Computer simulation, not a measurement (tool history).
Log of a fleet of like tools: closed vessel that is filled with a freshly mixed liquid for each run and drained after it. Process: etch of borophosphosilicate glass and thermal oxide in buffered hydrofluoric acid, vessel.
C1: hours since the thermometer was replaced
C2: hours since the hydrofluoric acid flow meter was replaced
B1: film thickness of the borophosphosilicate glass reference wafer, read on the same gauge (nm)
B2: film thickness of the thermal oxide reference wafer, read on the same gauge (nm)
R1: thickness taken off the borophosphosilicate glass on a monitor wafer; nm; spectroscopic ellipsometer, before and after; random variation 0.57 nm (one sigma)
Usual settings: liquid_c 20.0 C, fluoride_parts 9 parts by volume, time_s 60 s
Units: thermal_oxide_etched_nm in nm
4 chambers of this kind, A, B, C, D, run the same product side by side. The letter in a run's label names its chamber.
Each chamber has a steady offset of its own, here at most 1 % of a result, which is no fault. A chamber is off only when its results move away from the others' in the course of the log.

Run 1A, day 0.267: usual settings; C1 911.1; C2 1403.3; B1 70.024; B2 40.010. Result: R1 100.240 nm, thermal_oxide_etched_nm 62.795 nm.
Run 2B, day 0.504: usual settings; C1 719.0; C2 206.3; B1 70.004; B2 40.009. Result: R1 99.435 nm, thermal_oxide_etched_nm 61.978 nm.
Run 3C, day 0.688: usual settings; C1 676.2; C2 454.7; B1 69.981; B2 40.004. Result: R1 97.340 nm, thermal_oxide_etched_nm 62.882 nm.
Run 4D, day 0.850: usual settings; C1 487.9; C2 193.2; B1 69.995; B2 39.994. Result: R1 98.498 nm, thermal_oxide_etched_nm 62.061 nm.
Run 5A, day 1.071: usual settings but fluoride_parts 6 parts by volume, time_s 80 s; C1 930.4; C2 1422.6; B1 69.977; B2 39.986. Result: R1 199.370 nm, thermal_oxide_etched_nm 125.140 nm.
Run 6D, day 1.208: usual settings but fluoride_parts 6 parts by volume, time_s 80 s; C1 496.5; C2 201.8; B1 69.993; B2 39.974. Result: R1 197.000 nm, thermal_oxide_etched_nm 124.530 nm.
Run 7C, day 1.483: usual settings but fluoride_parts 6 parts by volume, time_s 80 s; C1 695.3; C2 473.8; B1 70.018; B2 40.000. Result: R1 197.010 nm, thermal_oxide_etched_nm 124.420 nm.
Run 8B, day 1.608: usual settings but fluoride_parts 6 parts by volume, time_s 80 s; C1 745.5; C2 232.8; B1 70.002; B2 40.006. Result: R1 197.850 nm, thermal_oxide_etched_nm 123.300 nm.
At day 1.746: chamber C: thermometer replaced.
Run 9D, day 1.762: usual settings; C1 509.8; C2 215.1; B1 69.977; B2 39.995. Result: R1 99.582 nm, thermal_oxide_etched_nm 63.125 nm.
Run 10C, day 1.962: usual settings; C1 5.3; C2 485.3; B1 69.977; B2 39.997. Result: R1 98.783 nm, thermal_oxide_etched_nm 61.548 nm.
Run 11B, day 2.225: usual settings; C1 760.3; C2 247.6; B1 70.010; B2 39.994. Result: R1 98.649 nm, thermal_oxide_etched_nm 61.978 nm.
Run 12A, day 2.396: usual settings; C1 962.2; C2 1454.4; B1 70.027; B2 39.998. Result: R1 99.984 nm, thermal_oxide_etched_nm 62.534 nm.
Run 13D, day 2.554: usual settings; C1 528.8; C2 234.1; B1 69.983; B2 40.008. Result: R1 99.816 nm, thermal_oxide_etched_nm 62.241 nm.
Run 14A, day 2.817: usual settings; C1 972.3; C2 1464.5; B1 70.012; B2 40.017. Result: R1 99.694 nm, thermal_oxide_etched_nm 62.355 nm.
Run 15C, day 3.067: usual settings; C1 31.8; C2 511.8; B1 69.978; B2 40.011. Result: R1 97.285 nm, thermal_oxide_etched_nm 62.679 nm.
Run 16B, day 3.300: usual settings; C1 786.1; C2 273.4; B1 70.008; B2 40.014. Result: R1 98.394 nm, thermal_oxide_etched_nm 62.147 nm.
Run 17A, day 3.521: usual settings; C1 989.2; C2 1481.4; B1 69.985; B2 40.006. Result: R1 99.821 nm, thermal_oxide_etched_nm 61.812 nm.
Run 18C, day 3.750: usual settings; C1 48.2; C2 528.2; B1 70.017; B2 39.995. Result: R1 98.033 nm, thermal_oxide_etched_nm 62.812 nm.
Run 19D, day 3.933: usual settings; C1 561.9; C2 267.2; B1 70.016; B2 39.982. Result: R1 98.182 nm, thermal_oxide_etched_nm 63.945 nm.
Run 20B, day 4.175: usual settings; C1 807.1; C2 294.4; B1 69.998; B2 40.012. Result: R1 98.663 nm, thermal_oxide_etched_nm 61.655 nm.
Run 21D, day 4.325: usual settings; C1 571.3; C2 276.6; B1 70.032; B2 39.986. Result: R1 98.070 nm, thermal_oxide_etched_nm 62.695 nm.
Run 22B, day 4.525: usual settings but liquid_c 21.5 C, fluoride_parts 7 parts by volume; C1 815.5; C2 302.8; B1 69.998; B2 40.001. Result: R1 140.030 nm, thermal_oxide_etched_nm 87.857 nm.
Run 23A, day 4.783: usual settings but liquid_c 21.5 C, fluoride_parts 7 parts by volume; C1 1019.5; C2 1511.7; B1 69.999; B2 39.991. Result: R1 142.350 nm, thermal_oxide_etched_nm 88.315 nm.
Run 24C, day 4.950: usual settings but liquid_c 21.5 C, fluoride_parts 7 parts by volume; C1 77.0; C2 557.0; B1 69.982; B2 39.983. Result: R1 139.590 nm, thermal_oxide_etched_nm 88.920 nm.
Run 25C, day 5.129: usual settings but liquid_c 21.5 C, fluoride_parts 7 parts by volume; C1 81.3; C2 561.3; B1 70.034; B2 40.004. Result: R1 140.080 nm, thermal_oxide_etched_nm 88.539 nm.
Run 26D, day 5.304: usual settings; C1 594.8; C2 300.1; B1 69.998; B2 40.007. Result: R1 99.530 nm, thermal_oxide_etched_nm 63.683 nm.
Run 27A, day 5.562: usual settings; C1 1038.2; C2 1530.4; B1 69.979; B2 39.984. Result: R1 99.297 nm, thermal_oxide_etched_nm 61.778 nm.

What goes on in this fleet: one chamber off, a drifting gauge, or nothing beyond the chambers' own small offsets? Name the chamber and the cause, if any.

No chamber stands off beyond its own small offset, and the gauge holds steady.
